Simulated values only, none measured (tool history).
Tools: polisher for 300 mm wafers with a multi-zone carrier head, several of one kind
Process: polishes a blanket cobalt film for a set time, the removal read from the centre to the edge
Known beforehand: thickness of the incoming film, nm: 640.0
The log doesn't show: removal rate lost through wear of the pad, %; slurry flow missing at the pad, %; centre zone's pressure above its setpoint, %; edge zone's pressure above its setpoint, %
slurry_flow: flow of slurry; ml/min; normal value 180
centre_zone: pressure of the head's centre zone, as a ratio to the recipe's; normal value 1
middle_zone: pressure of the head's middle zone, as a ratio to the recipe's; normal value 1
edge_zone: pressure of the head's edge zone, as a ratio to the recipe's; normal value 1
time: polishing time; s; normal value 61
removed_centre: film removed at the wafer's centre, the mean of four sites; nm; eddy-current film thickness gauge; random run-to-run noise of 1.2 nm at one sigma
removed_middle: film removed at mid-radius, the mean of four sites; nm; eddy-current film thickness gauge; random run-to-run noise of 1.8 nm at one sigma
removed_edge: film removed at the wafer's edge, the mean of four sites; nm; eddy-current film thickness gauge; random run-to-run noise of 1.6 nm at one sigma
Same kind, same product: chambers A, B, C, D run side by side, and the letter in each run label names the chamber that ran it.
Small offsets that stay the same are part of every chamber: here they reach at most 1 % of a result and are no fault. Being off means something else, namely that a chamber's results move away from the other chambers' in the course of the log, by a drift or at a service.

| run | hour | slurry_flow | centre_zone | middle_zone | edge_zone | time | wafers polished on this pad | hours since the slurry nozzle was cleaned | hours since the centre zone pressure was calibrated | hours since the edge zone pressure was calibrated | removed_centre | removed_middle | removed_edge |
|---|---|---|---|---|---|---|---|---|---|---|---|---|---|
|  | 1.3 | chamber C: edge zone pressure recalibrated |
| 1B | 15 | 180 | 1 | 1 | 1 | 61 | 199 | 350 | 262.2 | 284 | 169.27 | 169.48 | 166.98 |
|  | 21.8 | chamber C: centre zone pressure recalibrated |
| 2A | 24.5 | 180 | 1 | 1 | 1 | 61 | 726 | 347.9 | 327.9 | 69.4 | 165.72 | 167.06 | 168.53 |
|  | 37.4 | chamber D: worn pad replaced by a new one |
| 3C | 40 | 180 | 1 | 1 | 1 | 61 | 1356 | 431.5 | 18.3 | 38.8 | 169.33 | 167.69 | 166.63 |
| 4D | 55.6 | 180 | 1 | 1 | 1 | 61 | 146 | 60.3 | 1149.8 | 767.2 | 167.43 | 168.43 | 170.04 |
|  | 60.4 | chamber C: worn pad replaced by a new one |
| 5C | 66.1 | 180 | 1 | 1 | 1 | 61 | 46 | 457.6 | 44.4 | 64.9 | 169.32 | 168.11 | 170.13 |
| 6A | 76 | 180 | 1 | 1 | 1 | 61 | 1138 | 399.4 | 379.4 | 120.9 | 169.34 | 167.02 | 172.29 |
|  | 82.2 | chamber B: edge zone pressure recalibrated |
| 7B | 84 | 180 | 1 | 1 | 1 | 61 | 751 | 419 | 331.2 | 1.8 | 169.12 | 167.06 | 171.36 |
| 8D | 94.1 | 180 | 1 | 1 | 1 | 61 | 454 | 98.8 | 1188.3 | 805.7 | 167.87 | 166.27 | 170.65 |
| 9C | 103.4 | 180 | 1 | 1 | 1 | 61 | 344 | 494.9 | 81.7 | 102.2 | 167.69 | 167.71 | 170.17 |
| 10A | 116.3 | 180 | 1 | 1 | 1 | 61 | 1460 | 439.7 | 419.7 | 161.2 | 165.33 | 167.9 | 168.62 |
|  | 122.6 | chamber C: slurry nozzle cleaned |
| 11D | 127.5 | 180 | 1 | 1 | 1 | 61 | 721 | 132.2 | 1221.7 | 839.1 | 166.8 | 167.96 | 167.5 |
| 12B | 138.9 | 180 | 1 | 1 | 1 | 61 | 1191 | 473.9 | 386.1 | 56.7 | 168.77 | 166.38 | 166.85 |
|  | 150.4 | chamber B: worn pad replaced by a new one |
| 13B | 152.2 | 180 | 1 | 1 | 1 | 61 | 15 | 487.2 | 399.4 | 70 | 167.45 | 168.18 | 167.9 |
|  | 166.1 | chamber D: edge zone pressure recalibrated |
| 14D | 166.9 | 180 | 1 | 1 | 1 | 61 | 1037 | 171.6 | 1261.1 | 0.9 | 168.59 | 169.97 | 167.25 |
| 15C | 181.5 | 180 | 1 | 1 | 1 | 61 | 969 | 59 | 159.8 | 180.3 | 170.39 | 169.23 | 171.24 |
|  | 181.7 | chamber B: centre zone pressure recalibrated |
| 16A | 192.1 | 180 | 1 | 1.09 | 1.07 | 61 | 2067 | 515.5 | 495.5 | 237 | 167.22 | 182.62 | 173.62 |
| 17D | 199.2 | 180 | 1 | 1.09 | 1.07 | 61 | 1295 | 203.9 | 1293.4 | 33.2 | 166.85 | 183.76 | 172.19 |
|  | 202.2 | chamber D: worn pad replaced by a new one |
| 18B | 209.1 | 180 | 1 | 1.09 | 1.07 | 61 | 470 | 544.1 | 27.4 | 126.9 | 167.11 | 180.83 | 177.92 |
| 19C | 223 | 180 | 1 | 1.09 | 1.07 | 61 | 1302 | 100.5 | 201.3 | 221.8 | 167.81 | 181.8 | 174.28 |
|  | 236.1 | chamber C: worn pad replaced by a new one |
| 20A | 237.9 | 235 | 1 | 0.9 | 1 | 61 | 2434 | 561.3 | 541.3 | 282.8 | 173.87 | 156.49 | 172.25 |
| 21B | 253.4 | 235 | 1 | 0.9 | 1 | 61 | 825 | 588.4 | 71.7 | 171.2 | 175.91 | 157.44 | 171.99 |
| 22D | 267.3 | 235 | 1 | 0.9 | 1 | 61 | 521 | 272 | 1361.5 | 101.3 | 172.52 | 160.98 | 170.78 |
| 23A | 276.6 | 235 | 1 | 0.9 | 1 | 61 | 2744 | 600 | 580 | 321.5 | 173.23 | 157.84 | 172.09 |
| 24C | 285.6 | 180 | 1 | 1 | 1 | 61 | 396 | 163.1 | 263.9 | 284.4 | 169.52 | 169.73 | 172.43 |
|  | 298.3 | chamber B: worn pad replaced by a new one |
| 25C | 299.2 | 180 | 1 | 1 | 1 | 61 | 505 | 176.7 | 277.5 | 298 | 169.4 | 169.73 | 170.86 |
| 26A | 306.1 | 180 | 1 | 1 | 1 | 61 | 2980 | 629.5 | 609.5 | 351 | 165.27 | 163.44 | 165.52 |
| 27D | 313.3 | 180 | 1 | 1 | 1 | 61 | 889 | 318 | 1407.5 | 147.3 | 168.86 | 171.49 | 168.19 |
| 28B | 320.6 | 180 | 1 | 1 | 1 | 61 | 178 | 655.6 | 138.9 | 238.4 | 171.69 | 169.94 | 167.26 |
| 29A | 327.5 | 180 | 1 | 1 | 1 | 61 | 3151 | 650.9 | 630.9 | 372.4 | 163.55 | 163.47 | 166.08 |
|  | 331.1 | chamber A: slurry nozzle cleaned |
| 30C | 342 | 180 | 1 | 0.96 | 1.07 | 61 | 847 | 219.5 | 320.3 | 340.8 | 168.47 | 162.61 | 172.81 |
| 31B | 351.3 | 180 | 1 | 0.96 | 1.07 | 61 | 424 | 686.3 | 169.6 | 269.1 | 167.37 | 164.04 | 177.36 |
| 32D | 363.2 | 180 | 1 | 0.96 | 1.07 | 61 | 1288 | 367.9 | 1457.4 | 197.2 | 167.45 | 164.2 | 173.2 |
| 33C | 370.1 | 180 | 1 | 0.96 | 1.07 | 61 | 1072 | 247.6 | 348.4 | 368.9 | 167.95 | 162.43 | 178.54 |
|  | 370.2 | chamber D: worn pad replaced by a new one |
| 34B | 381.3 | 180 | 1 | 1 | 1 | 61 | 664 | 716.3 | 199.6 | 299.1 | 167.98 | 169.01 | 168.55 |
|  | 389.3 | chamber B: edge zone pressure recalibrated |
| 35A | 392.4 | 180 | 1 | 1 | 1 | 61 | 3670 | 61.4 | 695.8 | 437.3 | 163.2 | 159.7 | 165.26 |
| 36D | 406.1 | 180 | 1 | 1 | 1 | 61 | 287 | 410.8 | 1500.3 | 240.1 | 168.2 | 170.94 | 166.54 |
|  | 411.1 | chamber C: worn pad replaced by a new one |
| 37A | 414.5 | 180 | 1 | 1 | 1 | 61 | 3847 | 83.5 | 717.9 | 459.4 | 162.33 | 165.86 | 163.42 |
| 38B | 425.1 | 180 | 1 | 1 | 1 | 61 | 1015 | 760.1 | 243.4 | 35.9 | 169.63 | 169.31 | 169.08 |
| 39C | 434.5 | 180 | 1 | 1 | 1 | 61 | 187 | 312 | 412.8 | 433.3 | 168.12 | 166.63 | 170.68 |
| 40D | 449.3 | 180 | 1 | 1 | 0.9 | 80 | 633 | 454 | 1543.5 | 283.3 | 222.29 | 217.21 | 205.99 |
| 41A | 462 | 180 | 1 | 1 | 0.9 | 80 | 4227 | 131 | 765.4 | 506.9 | 215.78 | 213.75 | 202.31 |
| 42C | 472.2 | 180 | 1 | 1 | 0.9 | 80 | 489 | 349.7 | 450.5 | 471 | 221.6 | 222.43 | 211.45 |

Decide between three cases: one chamber stands off from its peers, the gauge reading all wafers drifts, or nothing is wrong past each chamber's small offset. Where a chamber is off, say which and what most likely put it there.

One chamber, A, drifts off from the rest bit by bit.
What lies behind it: removal rate lost through wear of the pad, % = 3.86.

Below are 4 candidate recipes for chamber A's next run, each the usual settings with a change, their results shown as question marks. Which of them brings A's results back in line with what the other chambers give on the usual settings?
In line means no further than this from the other chambers' mean on the usual settings: removed_centre 4.2 nm; removed_middle 6.2 nm; removed_edge 5.5 nm
| 43A-1 | 483.4 | 180 | 1.01 | 1 | 1 | 65 |  |  |  |  | ? | ? | ? |
| 43A-2 | 483.4 | 180 | 0.99 | 1 | 1 | 57 |  |  |  |  | ? | ? | ? |
| 43A-3 | 483.4 | 180 | 1 | 1 | 1 | 63 |  |  |  |  | ? | ? | ? |
| 43A-4 | 483.4 | 180 | 1 | 1 | 1 | 59 |  |  |  |  | ? | ? | ? |

Average result of the remaining chambers running the usual settings: removed_centre 168.11 nm; removed_middle 168.11 nm; removed_edge 168.23 nm
| run | removed_centre | removed_middle | removed_edge |
|---|---|---|---|
| 43A-1 | 174.15 | 172.52 | 172.84 |
| 43A-2 | 149.45 | 151.3 | 151.57 |
| 43A-3 | 166.99 | 167.22 | 167.52 |
| 43A-4 | 156.39 | 156.6 | 156.89 |
The right change is 43A-3: it brings the chamber back within the allowed miss of the others.

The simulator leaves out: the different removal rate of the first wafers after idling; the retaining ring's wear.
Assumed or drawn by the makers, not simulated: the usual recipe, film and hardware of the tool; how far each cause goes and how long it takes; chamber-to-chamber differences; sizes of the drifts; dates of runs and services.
